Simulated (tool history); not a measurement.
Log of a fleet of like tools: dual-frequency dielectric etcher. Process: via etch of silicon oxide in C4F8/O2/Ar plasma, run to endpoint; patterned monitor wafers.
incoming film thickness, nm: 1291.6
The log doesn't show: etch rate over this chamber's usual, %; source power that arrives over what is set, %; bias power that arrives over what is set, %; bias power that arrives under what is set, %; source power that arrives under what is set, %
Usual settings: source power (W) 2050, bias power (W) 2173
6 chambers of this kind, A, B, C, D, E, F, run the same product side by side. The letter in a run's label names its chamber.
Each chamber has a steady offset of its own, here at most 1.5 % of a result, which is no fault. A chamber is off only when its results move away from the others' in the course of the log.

run   hour  source power (W)  bias power (W)  hours since the last wet clean  hours since the last source power generator calibration  hours since the last bias power generator calibration  endpoint time (s)
 1E    8.2              2050            2173                           389.7                                                   1648.9                                                    147             249.22
 2B   19.2              2050            2173                           183.3                                                      915                                                   34.9             245.26
 3A   29.3              2050            2173                           386.3                                                   2902.6                                                  782.1             246.44
 4C   40.5              2050            2173                           309.9                                                   4259.5                                                   55.3             242.87
 5D     50              2050            2173                           530.2                                                   2615.7                                                 1602.1             247.06
 6F   59.7              2050            2173                           160.3                                                   1582.2                                                 3981.4             247.28
 7B   68.2              2050            2173                           232.3                                                      964                                                   83.9             244.76
 8C   73.3              2050            2173                           342.7                                                   4292.3                                                   88.1             243.58
 9D   83.5              2050            2173                           563.7                                                   2649.2                                                 1635.6             246.47
10E   90.5              1810            2568                             472                                                   1731.2                                                  229.3             245.08
      91.1  -- chamber D: wet clean of the chamber
      93.6  -- chamber F: source power generator calibrated
11A   99.1              1810            2568                           456.1                                                   2972.4                                                  851.9             246.64
12F  106.8              1810            2568                           207.4                                                     13.3                                                 4028.5             246.29
13D  118.2              1810            2568                            27.1                                                   2683.9                                                 1670.3             248.48
14C  123.6              1810            2568                             393                                                   4342.6                                                  138.4             242.27
15B    129              1810            2568                           293.1                                                   1024.8                                                  144.7              244.5
16A  135.7              2050            2666                           492.7                                                     3009                                                  888.5             232.54
17F  140.8              2050            2666                           241.4                                                     47.3                                                 4062.5             231.88
18E    147              2050            2666                           528.5                                                   1787.7                                                  285.8             231.12
     147.4  -- chamber A: wet clean of the chamber
19E  157.7              2050            2666                           539.2                                                   1798.4                                                  296.5             231.16
20D  164.9              2050            2666                            73.8                                                   2730.6                                                   1717             232.71
21C  173.5              2050            2666                           442.9                                                   4392.5                                                  188.3             229.18
22A  179.7              2050            2173                            32.4                                                     3053                                                  932.5             245.64
23B  188.3              2050            2173                           352.4                                                   1084.1                                                    204             244.37
24F  196.4              2050            2173                             297                                                    102.9                                                 4118.1             242.88
25F  203.2              2050            2173                           303.8                                                    109.7                                                 4124.9             242.48
26A  213.1              1740            2173                            65.8                                                   3086.4                                                  965.9             265.33
     221.4  -- chamber E: wet clean of the chamber
     221.5  -- chamber B: wet clean of the chamber
27C  223.6              1740            2173                             493                                                   4442.6                                                  238.4              257.8
28D    235              1740            2173                           143.9                                                   2800.7                                                 1787.1             264.64
29B  240.6              1740            2173                            19.1                                                   1136.4                                                  256.3             260.56
30E  248.7              1740            2173                            27.4                                                   1889.4                                                  387.5              264.9
31C  256.8              1740            2173                           526.2                                                   4475.8                                                  271.6             260.05
32A  267.4              2050            2173                           120.1                                                   3140.7                                                 1020.2             247.32
     268.8  -- chamber C: wet clean of the chamber
33D  275.7              2050            2173                           184.6                                                   2841.4                                                 1827.8             248.14
34E  286.8              2050            2173                            65.5                                                   1927.5                                                  425.6              245.9
35B  292.6              2050            2173                            71.1                                                   1188.4                                                  308.3             245.18
36F  301.9              2050            2173                           402.5                                                    208.4                                                 4223.6              237.2
37A  311.2              2050            2173                           163.9                                                   3184.5                                                   1064             247.15
38E  318.3              2050            2173                              97                                                     1959                                                  457.1              246.5
39C  325.4              2050            2173                            56.6                                                   4544.4                                                  340.2             244.03
40B  333.7              2050            2173                           112.2                                                   1229.5                                                  349.4             244.42
41F  340.7              2050            2173                           441.3                                                    247.2                                                 4262.4             235.42
42D  346.6              2050            2173                           255.5                                                   2912.3                                                 1898.7             247.05
43D  355.3              2050            2173                           264.2                                                     2921                                                 1907.4             247.72

Next, every chamber runs the same settings. What will each give?
44A  363.5              2050            1893                                                                                                                                                                  ?
44B  363.5              2050            1893                                                                                                                                                                  ?
44C  363.5              2050            1893                                                                                                                                                                  ?
44D  363.5              2050            1893                                                                                                                                                                  ?
44E  363.5              2050            1893                                                                                                                                                                  ?
44F  363.5              2050            1893                                                                                                                                                                  ?

run  endpoint time (s)
44A             254.92
44B              254.5
44C             253.01
44D             255.72
44E             256.04
44F             245.38
